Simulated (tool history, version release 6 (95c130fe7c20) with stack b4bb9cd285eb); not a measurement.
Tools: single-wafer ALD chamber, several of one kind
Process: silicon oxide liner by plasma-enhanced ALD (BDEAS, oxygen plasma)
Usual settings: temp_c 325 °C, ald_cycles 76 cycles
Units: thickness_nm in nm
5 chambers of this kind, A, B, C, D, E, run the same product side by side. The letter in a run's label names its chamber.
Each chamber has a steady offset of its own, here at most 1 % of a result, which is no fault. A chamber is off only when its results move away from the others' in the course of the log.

| run | day | temp_c | ald_cycles | read-back reference wafer on the same gauge, thickness_nm | thickness_nm |
|---|---|---|---|---|---|
| 1C | 0.221 | 325 | 76 | 8.042 | 6.8127 |
| 2A | 0.342 | 325 | 76 | 8.0368 | 6.8207 |
| 3B | 0.462 | 325 | 76 | 8.0441 | 6.8708 |
| 4D | 0.567 | 325 | 76 | 8.0347 | 6.8419 |
| 5E | 0.704 | 325 | 76 | 8.0412 | 6.7763 |
| 6D | 0.833 | 325 | 76 | 8.0327 | 6.8534 |
| 7E | 0.967 | 325 | 76 | 8.0392 | 6.7913 |
| 8B | 1.079 | 325 | 76 | 8.0416 | 6.8929 |
| 9C | 1.279 | 325 | 76 | 8.0414 | 6.8436 |
| 10A | 1.479 | 325 | 76 | 8.0476 | 6.7882 |
| 11C | 1.654 | 325 | 76 | 8.0444 | 6.8765 |
| 12D | 1.821 | 325 | 76 | 8.0354 | 6.8476 |
| 13B | 2 | 325 | 76 | 8.0447 | 6.8808 |
| 14E | 2.146 | 325 | 76 | 8.0462 | 6.7747 |
| 15A | 2.267 | 325 | 76 | 8.0417 | 6.8066 |
| 16B | 2.45 | 325 | 76 | 8.0452 | 6.8905 |
| 17C | 2.617 | 325 | 76 | 8.0445 | 6.864 |
| 18A | 2.817 | 337 | 76 | 8.0461 | 6.7315 |
| 19E | 3.012 | 337 | 76 | 8.0444 | 6.6809 |
| 20D | 3.162 | 337 | 76 | 8.0425 | 6.7225 |
| 21A | 3.371 | 337 | 76 | 8.0387 | 6.7302 |
| 22D | 3.546 | 337 | 76 | 8.0422 | 6.7658 |
| 23E | 3.738 | 325 | 76 | 8.0369 | 6.8094 |
| 24B | 3.842 | 325 | 76 | 8.0413 | 6.9051 |
| 25C | 4.004 | 325 | 76 | 8.0414 | 6.8236 |
| 26E | 4.229 | 331 | 76 | 8.0391 | 6.7363 |
| 27C | 4.383 | 331 | 76 | 8.0374 | 6.8242 |
| 28A | 4.538 | 331 | 76 | 8.0436 | 6.7433 |
| 29B | 4.746 | 331 | 76 | 8.0385 | 6.8155 |
| 30D | 4.846 | 331 | 76 | 8.0404 | 6.7641 |
| 31C | 5 | 325 | 76 | 8.0359 | 6.8362 |
| 32E | 5.204 | 325 | 76 | 8.0376 | 6.7905 |
| 33B | 5.304 | 325 | 76 | 8.0494 | 6.8889 |
| 34D | 5.5 | 318 | 87 | 8.0437 | 7.856 |
| 35A | 5.617 | 318 | 87 | 8.0453 | 7.8727 |

Is one chamber off against the others, does the gauge drift, or is nothing wrong? If a chamber is off, say which, and what the likeliest cause is.

No chamber stands off beyond its own small offset, and the gauge holds steady.
